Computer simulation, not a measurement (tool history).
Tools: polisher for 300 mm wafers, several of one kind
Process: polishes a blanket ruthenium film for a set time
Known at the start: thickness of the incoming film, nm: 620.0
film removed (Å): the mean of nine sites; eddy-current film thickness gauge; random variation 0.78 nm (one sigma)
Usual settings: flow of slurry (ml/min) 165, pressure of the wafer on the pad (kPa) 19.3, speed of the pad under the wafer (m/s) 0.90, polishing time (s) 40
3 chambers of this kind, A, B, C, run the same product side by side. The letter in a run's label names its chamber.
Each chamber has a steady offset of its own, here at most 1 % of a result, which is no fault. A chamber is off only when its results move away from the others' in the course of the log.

| run | day | flow of slurry (ml/min) | pressure of the wafer on the pad (kPa) | speed of the pad under the wafer (m/s) | polishing time (s) | film removed (Å) |
|---|---|---|---|---|---|---|
| 1A | 0.283 | 165 | 19.3 | 0.90 | 40 | 674.22 |
| 2B | 0.662 | 165 | 19.3 | 0.90 | 40 | 655.86 |
| 3C | 0.883 | 165 | 19.3 | 0.90 | 40 | 661.54 |
|  | 1.162 | chamber C: worn pad replaced by a new one |
| 4C | 1.196 | 165 | 19.3 | 0.90 | 40 | 672.73 |
| 5B | 1.454 | 165 | 19.3 | 0.90 | 40 | 658.96 |
| 6A | 1.825 | 165 | 19.3 | 0.90 | 40 | 667.16 |
| 7B | 2.171 | 165 | 19.3 | 0.90 | 40 | 647.65 |
| 8A | 2.446 | 165 | 19.3 | 0.90 | 40 | 669.01 |
| 9C | 2.750 | 130 | 19.3 | 0.76 | 40 | 535.97 |
| 10B | 3.021 | 130 | 19.3 | 0.76 | 40 | 529.73 |
| 11C | 3.458 | 130 | 19.3 | 0.76 | 40 | 531.56 |
|  | 3.517 | chamber A: worn pad replaced by a new one |
| 12A | 3.871 | 165 | 19.3 | 0.90 | 40 | 660.33 |
|  | 3.896 | chamber C: worn pad replaced by a new one |
|  | 4.175 | chamber B: worn pad replaced by a new one |
| 13B | 4.179 | 165 | 19.3 | 0.90 | 40 | 659.72 |
| 14A | 4.525 | 165 | 19.3 | 0.90 | 40 | 673.35 |
| 15C | 4.867 | 165 | 19.3 | 0.90 | 40 | 657.96 |
| 16A | 5.092 | 165 | 19.3 | 0.90 | 46 | 753.09 |
| 17C | 5.312 | 165 | 19.3 | 0.90 | 46 | 741.22 |
| 18B | 5.696 | 165 | 19.3 | 0.90 | 46 | 733.57 |
| 19B | 6.021 | 165 | 19.3 | 1.02 | 47 | 854.45 |
| 20C | 6.400 | 165 | 19.3 | 1.02 | 47 | 870.07 |
|  | 6.808 | chamber C: worn pad replaced by a new one |
| 21A | 6.871 | 165 | 19.3 | 1.02 | 47 | 880.72 |
| 22A | 7.167 | 165 | 19.3 | 0.90 | 40 | 669.41 |
|  | 7.333 | chamber A: slurry nozzle cleaned |
| 23C | 7.462 | 165 | 19.3 | 0.90 | 40 | 661.08 |
| 24B | 7.954 | 165 | 19.3 | 0.90 | 40 | 638.88 |
| 25A | 8.271 | 165 | 19.3 | 0.90 | 40 | 654.49 |
|  | 8.371 | chamber B: worn pad replaced by a new one |
| 26B | 8.733 | 165 | 19.3 | 0.90 | 40 | 647.03 |
|  | 8.988 | chamber C: worn pad replaced by a new one |
|  | 9.038 | chamber A: worn pad replaced by a new one |
| 27C | 9.083 | 165 | 24.8 | 0.90 | 52 | 1115.60 |
| 28B | 9.346 | 165 | 24.8 | 0.90 | 52 | 1062.10 |
| 29C | 9.646 | 165 | 24.8 | 0.90 | 52 | 1117.20 |
| 30A | 10.096 | 165 | 19.3 | 0.90 | 40 | 664.65 |
| 31C | 10.467 | 165 | 19.3 | 0.90 | 40 | 651.41 |
| 32A | 10.908 | 165 | 19.3 | 0.90 | 40 | 670.38 |
| 33B | 11.267 | 165 | 19.3 | 0.90 | 40 | 660.55 |
|  | 11.438 | chamber C: worn pad replaced by a new one |
| 34C | 11.704 | 165 | 19.3 | 0.90 | 40 | 660.84 |
| 35A | 12.133 | 165 | 19.3 | 0.90 | 40 | 655.21 |
|  | 12.454 | chamber B: worn pad replaced by a new one |
| 36B | 12.529 | 165 | 19.3 | 0.90 | 40 | 657.79 |

Next, every chamber runs the same settings. What will each give?
| 37A | 12.888 | 165 | 19.3 | 0.90 | 40 | ? |
| 37B | 12.888 | 165 | 19.3 | 0.90 | 40 | ? |
| 37C | 12.888 | 165 | 19.3 | 0.90 | 40 | ? |

| run | film removed (Å) |
|---|---|
| 37A | 670.30 |
| 37B | 638.25 |
| 37C | 656.99 |

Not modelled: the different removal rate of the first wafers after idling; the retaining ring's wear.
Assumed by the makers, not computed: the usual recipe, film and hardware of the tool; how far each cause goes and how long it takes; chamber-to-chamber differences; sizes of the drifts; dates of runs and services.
